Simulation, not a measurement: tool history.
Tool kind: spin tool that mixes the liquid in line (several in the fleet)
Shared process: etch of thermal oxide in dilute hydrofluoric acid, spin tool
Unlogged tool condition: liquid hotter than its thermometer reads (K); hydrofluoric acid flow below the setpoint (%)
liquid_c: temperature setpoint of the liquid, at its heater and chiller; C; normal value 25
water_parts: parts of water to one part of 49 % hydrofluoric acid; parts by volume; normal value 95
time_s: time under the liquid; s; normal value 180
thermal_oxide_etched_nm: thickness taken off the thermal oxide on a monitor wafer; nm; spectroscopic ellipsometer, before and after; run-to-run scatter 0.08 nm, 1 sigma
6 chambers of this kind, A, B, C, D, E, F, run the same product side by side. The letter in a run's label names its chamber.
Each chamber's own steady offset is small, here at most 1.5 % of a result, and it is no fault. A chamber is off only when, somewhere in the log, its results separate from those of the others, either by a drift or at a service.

run	hour	liquid_c	water_parts	time_s	hours since the thermometer was replaced	hours since the hydrofluoric acid flow meter was replaced	read-back film thickness of the thermal oxide reference wafer, read on the same gauge (nm)	thermal_oxide_etched_nm
1B	3.0	25	95	180	159.7	28.4	69.985	8.6504
2A	6.4	25	95	180	1059.0	306.8	69.982	8.7799
3D	11.9	25	95	180	612.3	115.4	70.018	8.9651
4C	17.5	25	95	180	1764.3	722.2	70.043	8.7506
5F	23.3	21	95	90	1104.5	1701.0	69.959	3.7160
6E	27.7	21	95	90	604.0	157.1	70.003	3.5831
7D	32.1	21	95	90	632.5	135.6	70.012	3.7280
8C	35.8	21	95	90	1782.6	740.5	70.020	3.7522
9A	41.8	21	95	90	1094.4	342.2	70.023	3.6902
# hour 44.5: chamber F: thermometer replaced
10F	45.0	21	95	90	0.6	1722.7	69.978	3.7012
11E	50.1	25	95	180	626.4	179.5	70.000	8.6101
12B	53.3	25	95	180	210.0	78.7	70.001	8.8701
13A	56.2	25	95	180	1108.8	356.6	69.985	8.5911
14D	61.5	25	95	180	661.9	165.0	70.015	8.7880
15F	65.1	25	95	180	20.7	1742.8	70.029	8.7408
16C	69.3	25	95	180	1816.1	774.0	70.033	8.7787
17E	73.1	25	95	180	649.4	202.5	70.035	8.4234
18B	77.0	25	95	180	233.7	102.4	69.966	8.7356
19E	81.4	21	95	85	657.7	210.8	70.015	3.4986
20A	84.7	21	95	85	1137.3	385.1	69.990	3.4737
21D	87.4	21	95	85	687.8	190.9	70.004	3.5453
22F	92.7	21	95	85	48.3	1770.4	69.968	3.4582
23B	98.2	21	95	85	254.9	123.6	69.933	3.5096
24C	101.7	21	95	85	1848.5	806.4	70.011	3.4982
25D	106.7	25	95	180	707.1	210.2	69.976	8.8682
26B	110.6	25	95	180	267.3	136.0	70.019	8.7776
27F	114.6	25	95	180	70.2	1792.3	70.016	8.5623
28E	117.9	25	95	180	694.2	247.3	70.012	8.4906
29C	120.9	25	95	180	1867.7	825.6	69.955	8.5610
30A	126.8	25	65	180	1179.4	427.2	69.996	13.1680
31F	131.6	25	65	180	87.2	1809.3	69.960	13.4690
32B	137.2	25	65	180	293.9	162.6	70.048	13.3100
33A	142.6	25	65	180	1195.2	443.0	69.997	13.2770
34C	146.7	25	65	180	1893.5	851.4	69.990	13.3450
35D	149.8	25	65	180	750.2	253.3	69.993	13.5100
36E	153.6	25	135	180	729.9	283.0	70.012	5.6807
37C	158.9	25	135	180	1905.7	863.6	69.977	5.8626
38A	163.9	25	135	180	1216.5	464.3	70.008	5.8097
39F	169.2	25	135	180	124.8	1846.9	70.015	5.8083
40B	171.9	25	135	180	328.6	197.3	70.056	5.8071
41D	177.8	25	135	180	778.2	281.3	70.035	5.8611
42E	181.2	25	95	180	757.5	310.6	70.005	8.6769
43B	184.4	25	95	180	341.1	209.8	69.977	8.7316
44A	188.5	25	95	180	1241.1	488.9	70.032	8.6230

Next, all 6 chambers run the settings below, one line each with question marks for the results. What does each chamber give?
45A	192.8	25	70	180				?
45B	192.8	25	70	180				?
45C	192.8	25	70	180				?
45D	192.8	25	70	180				?
45E	192.8	25	70	180				?
45F	192.8	25	70	180				?

run	thermal_oxide_etched_nm
45A	12.3030
45B	12.1650
45C	12.3840
45D	12.3870
45E	12.0750
45F	12.3590
